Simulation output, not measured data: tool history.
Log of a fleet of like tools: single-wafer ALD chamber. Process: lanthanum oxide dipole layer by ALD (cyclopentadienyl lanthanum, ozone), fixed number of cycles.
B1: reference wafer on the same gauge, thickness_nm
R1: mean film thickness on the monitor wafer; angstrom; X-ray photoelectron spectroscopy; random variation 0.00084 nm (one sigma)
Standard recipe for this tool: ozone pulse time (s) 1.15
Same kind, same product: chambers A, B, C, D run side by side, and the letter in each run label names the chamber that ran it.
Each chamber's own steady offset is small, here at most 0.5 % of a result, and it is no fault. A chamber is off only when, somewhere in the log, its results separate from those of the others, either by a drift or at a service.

{"run": "1C", "hour": 4.3, "ozone pulse time (s)": 1.15, "B1": 0.55581, "R1": 5.1862}
{"run": "2A", "hour": 9.1, "ozone pulse time (s)": 1.15, "B1": 0.55567, "R1": 5.2072}
{"run": "3D", "hour": 14.2, "ozone pulse time (s)": 1.15, "B1": 0.55552, "R1": 5.221}
{"run": "4B", "hour": 18.2, "ozone pulse time (s)": 1.15, "B1": 0.55569, "R1": 5.1984}
{"run": "5B", "hour": 22.6, "ozone pulse time (s)": 1.15, "B1": 0.55549, "R1": 5.2063}
{"run": "6D", "hour": 25.8, "ozone pulse time (s)": 1.15, "B1": 0.55584, "R1": 5.2083}
{"run": "7A", "hour": 30.4, "ozone pulse time (s)": 1.15, "B1": 0.55549, "R1": 5.2106}
{"run": "8C", "hour": 36.9, "ozone pulse time (s)": 1.35, "B1": 0.55527, "R1": 5.3714}
{"run": "9D", "hour": 42.5, "ozone pulse time (s)": 1.35, "B1": 0.55517, "R1": 5.3984}
{"run": "10A", "hour": 49.3, "ozone pulse time (s)": 1.35, "B1": 0.55527, "R1": 5.3906}
{"run": "11B", "hour": 52.3, "ozone pulse time (s)": 1.35, "B1": 0.55484, "R1": 5.381}
{"run": "12C", "hour": 57.4, "ozone pulse time (s)": 1.15, "B1": 0.55499, "R1": 5.1897}
{"run": "13B", "hour": 61.9, "ozone pulse time (s)": 1.15, "B1": 0.55489, "R1": 5.195}
{"run": "14D", "hour": 66.5, "ozone pulse time (s)": 1.15, "B1": 0.55455, "R1": 5.1987}
{"run": "15A", "hour": 73.0, "ozone pulse time (s)": 1.15, "B1": 0.55458, "R1": 5.2073}
{"hour": 74.7, "done": "chamber D: ozone generator serviced"}
{"run": "16C", "hour": 78.7, "ozone pulse time (s)": 1.15, "B1": 0.5547, "R1": 5.1799}
{"run": "17C", "hour": 85.0, "ozone pulse time (s)": 0.81, "B1": 0.55445, "R1": 4.6317}
{"run": "18D", "hour": 91.3, "ozone pulse time (s)": 0.81, "B1": 0.55421, "R1": 4.6669}
{"run": "19A", "hour": 95.2, "ozone pulse time (s)": 0.81, "B1": 0.5544, "R1": 4.6518}
{"run": "20B", "hour": 101.4, "ozone pulse time (s)": 0.81, "B1": 0.55413, "R1": 4.6253}
{"run": "21B", "hour": 107.9, "ozone pulse time (s)": 1.15, "B1": 0.5538, "R1": 5.2022}
{"run": "22C", "hour": 113.4, "ozone pulse time (s)": 1.15, "B1": 0.55411, "R1": 5.1776}
{"run": "23D", "hour": 119.5, "ozone pulse time (s)": 1.15, "B1": 0.55379, "R1": 5.1898}
{"run": "24A", "hour": 124.5, "ozone pulse time (s)": 1.15, "B1": 0.5536, "R1": 5.2137}
{"run": "25B", "hour": 131.5, "ozone pulse time (s)": 1.15, "B1": 0.55349, "R1": 5.184}
{"run": "26C", "hour": 138.2, "ozone pulse time (s)": 1.15, "B1": 0.55324, "R1": 5.1769}
{"run": "27A", "hour": 144.3, "ozone pulse time (s)": 1.15, "B1": 0.5533, "R1": 5.1931}
{"run": "28D", "hour": 150.0, "ozone pulse time (s)": 1.15, "B1": 0.55323, "R1": 5.1824}
{"run": "29C", "hour": 155.3, "ozone pulse time (s)": 1.15, "B1": 0.55307, "R1": 5.1701}
{"run": "30A", "hour": 161.1, "ozone pulse time (s)": 1.15, "B1": 0.55285, "R1": 5.1787}
{"hour": 161.9, "done": "chamber B: thermocouple changed; heater temperature recalibrated"}
{"run": "31B", "hour": 166.3, "ozone pulse time (s)": 1.15, "B1": 0.55299, "R1": 5.1748}
{"run": "32D", "hour": 173.0, "ozone pulse time (s)": 1.53, "B1": 0.55269, "R1": 5.4873}
{"run": "33B", "hour": 177.9, "ozone pulse time (s)": 1.53, "B1": 0.55277, "R1": 5.4998}
{"run": "34A", "hour": 184.9, "ozone pulse time (s)": 1.53, "B1": 0.5525, "R1": 5.4759}
{"run": "35D", "hour": 190.2, "ozone pulse time (s)": 1.53, "B1": 0.55229, "R1": 5.4772}

Read the log: is a single chamber off, either drifting away or since a service, is the gauge that measures every chamber drifting, or is nothing wrong beyond small per-chamber offsets? Name any odd chamber and what most likely caused it.

None of the chambers is off. What moves is the gauge, dragging all their readings along together.
Most likely cause: gauge reads low (%) = 0.659.

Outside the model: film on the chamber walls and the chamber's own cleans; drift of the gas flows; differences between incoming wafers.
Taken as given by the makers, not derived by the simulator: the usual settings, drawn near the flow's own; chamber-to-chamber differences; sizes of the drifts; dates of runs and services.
